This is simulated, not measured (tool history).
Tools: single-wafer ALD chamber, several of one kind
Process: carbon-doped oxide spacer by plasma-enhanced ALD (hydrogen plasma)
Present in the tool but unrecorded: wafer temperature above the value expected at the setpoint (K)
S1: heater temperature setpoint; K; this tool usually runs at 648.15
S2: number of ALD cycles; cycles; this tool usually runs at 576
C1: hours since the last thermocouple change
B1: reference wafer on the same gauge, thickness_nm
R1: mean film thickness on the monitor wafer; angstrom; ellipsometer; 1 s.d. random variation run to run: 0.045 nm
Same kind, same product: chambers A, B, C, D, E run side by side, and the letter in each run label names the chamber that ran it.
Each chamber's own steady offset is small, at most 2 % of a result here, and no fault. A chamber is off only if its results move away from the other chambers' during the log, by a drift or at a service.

run	hour	S1	S2	C1	B1	R1
1C	11.1	648.15	576	605.7	24.1	293.53
2E	23.1	648.15	576	992.3	24.093	290.46
3B	31.4	648.15	576	505.8	24.093	284.16
4A	43.5	648.15	576	338.2	24.077	287.91
5D	57.1	648.15	576	828.7	24.077	289.48
6E	65.9	648.15	576	1035.1	24.075	290.76
7A	74.4	648.15	576	369.1	24.068	289.08
8C	85.9	648.15	576	680.5	24.063	293.22
9B	92.6	653.15	635	567	24.058	313.48
10D	104.8	653.15	635	876.4	24.061	318.89
11A	111.5	653.15	635	406.2	24.057	317.92
12D	120.5	653.15	635	892.1	24.048	318.37
13B	132.3	653.15	635	606.7	24.047	313.59
14C	139.4	648.15	576	734	24.052	291.87
15E	150.7	648.15	576	1119.9	24.049	290.02
16C	162.6	648.15	576	757.2	24.039	291.59
17B	168.9	648.15	576	643.3	24.034	284.23
18D	180	648.15	576	951.6	24.03	289.25
19E	188.4	648.15	576	1157.6	24.027	289.81
20A	198.2	635.15	662	492.9	24.025	330.69
21A	204.5	635.15	662	499.2	24.014	331.3
22D	216	635.15	662	987.6	24.021	332.66
23B	226.3	635.15	662	700.7	24.016	326.34
24E	239.8	635.15	662	1209	24.002	333.43
25C	253.7	648.15	576	848.3	24.004	291.43
26B	265	648.15	576	739.4	23.989	283.21
27A	278.9	634.15	539	573.6	23.996	268.9
28C	290.7	634.15	539	885.3	24.003	272.67
29E	302.6	634.15	539	1271.8	23.989	270.4
30D	310.5	634.15	539	1082.1	23.988	269.91
31C	320.8	634.15	539	915.4	23.985	273.04
32E	333	648.15	576	1302.2	23.983	288.89
33D	343	648.15	576	1114.6	23.979	289.3
34B	350.3	648.15	576	824.7	23.97	283.76
35A	356.6	648.15	576	651.3	23.964	287.78
36A	370.8	648.15	576	665.5	23.955	286.97
37B	380.8	648.15	576	855.2	23.957	282.94
38D	393.8	648.15	576	1165.4	23.956	287.29
39C	403.3	648.15	576	997.9	23.955	291.01

One chamber off, gauge drift, or nothing amiss beyond the chambers' own small offsets? If it is a chamber, which one, and what is the likeliest cause?

The shared gauge is drifting. All chambers look as if they move in step, but none is off.
What lies behind it: gauge reads low (%) = 0.64.
